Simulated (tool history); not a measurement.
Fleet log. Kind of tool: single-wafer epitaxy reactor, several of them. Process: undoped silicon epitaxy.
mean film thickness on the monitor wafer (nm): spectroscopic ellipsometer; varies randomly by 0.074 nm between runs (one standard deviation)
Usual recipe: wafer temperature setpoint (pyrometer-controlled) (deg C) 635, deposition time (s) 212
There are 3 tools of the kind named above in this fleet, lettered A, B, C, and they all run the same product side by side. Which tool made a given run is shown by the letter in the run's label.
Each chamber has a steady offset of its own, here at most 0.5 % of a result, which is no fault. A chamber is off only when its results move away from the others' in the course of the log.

run    day  wafer temperature setpoint (pyrometer-controlled) (deg C)  deposition time (s)  hours since the last pyrometer calibration  read-back reference wafer on the same gauge, thickness_nm  mean film thickness on the monitor wafer (nm)
 1A  0.179                                                        635                  212                                      1212.9                                                     29.706                                         25.323
 2B  0.454                                                        635                  212                                      2108.6                                                     29.691                                         25.396
 3C  0.596                                                        635                  212                                       180.6                                                     29.694                                         25.548
 4C  0.742                                                        635                  212                                       184.1                                                     29.698                                         25.448
 5B  0.871                                                        635                  212                                      2118.6                                                     29.705                                         25.393
 6A  1.142                                                        635                  212                                      1236.0                                                     29.706                                         25.405
 7C  1.362                                                        635                  212                                       199.0                                                     29.699                                         25.541
 8A  1.554                                                        635                  212                                      1245.9                                                     29.690                                         25.422
 9B  1.812                                                        620                  212                                      2141.2                                                     29.707                                         18.114
10B  2.033                                                        620                  212                                      2146.5                                                     29.713                                         18.224
11A  2.242                                                        620                  212                                      1262.4                                                     29.674                                         17.999
12C  2.446                                                        635                  212                                       225.0                                                     29.707                                         25.588
13A  2.608                                                        635                  212                                      1271.2                                                     29.712                                         25.531
14C  2.821                                                        635                  212                                       234.0                                                     29.704                                         25.589
15B  2.983                                                        635                  212                                      2169.3                                                     29.685                                         25.475
16C  3.212                                                        623                  184                                       243.4                                                     29.699                                         16.821
     3.275  -- chamber B: pyrometer calibrated
17B  3.433                                                        623                  184                                         3.8                                                     29.706                                         17.202
18A  3.575                                                        623                  184                                      1294.4                                                     29.686                                         16.764
19C  3.854                                                        635                  212                                       258.8                                                     29.717                                         25.532
20B  4.050                                                        635                  212                                        18.6                                                     29.702                                         25.884
21A  4.171                                                        635                  212                                      1308.7                                                     29.703                                         25.490
22C  4.392                                                        635                  212                                       271.7                                                     29.704                                         25.588
23A  4.525                                                        635                  212                                      1317.2                                                     29.688                                         25.482
24B  4.746                                                        635                  212                                        35.3                                                     29.689                                         26.033
25C  4.962                                                        635                  212                                       285.4                                                     29.716                                         25.561
26A  5.208                                                        635                  212                                      1333.6                                                     29.686                                         25.496
27B  5.379                                                        635                  212                                        50.5                                                     29.685                                         26.002
28B  5.638                                                        648                  212                                        56.7                                                     29.696                                         34.591
29A  5.775                                                        648                  212                                      1347.2                                                     29.712                                         34.124
30C  5.967                                                        648                  212                                       309.5                                                     29.708                                         34.325
31B  6.129                                                        635                  212                                        68.5                                                     29.710                                         26.110
32C  6.400                                                        635                  212                                       319.9                                                     29.699                                         25.488
33A  6.521                                                        635                  212                                      1365.1                                                     29.709                                         25.372
34C  6.675                                                        635                  212                                       326.5                                                     29.714                                         25.682

For the next run the whole fleet of 3 chambers uses the same settings. Give each chamber's results:
35A  6.875                                                        627                  212                                                                                                                                                     ?
35B  6.875                                                        627                  212                                                                                                                                                     ?
35C  6.875                                                        627                  212                                                                                                                                                     ?

run  mean film thickness on the monitor wafer (nm)
35A                                         21.146
35B                                         21.767
35C                                         21.248
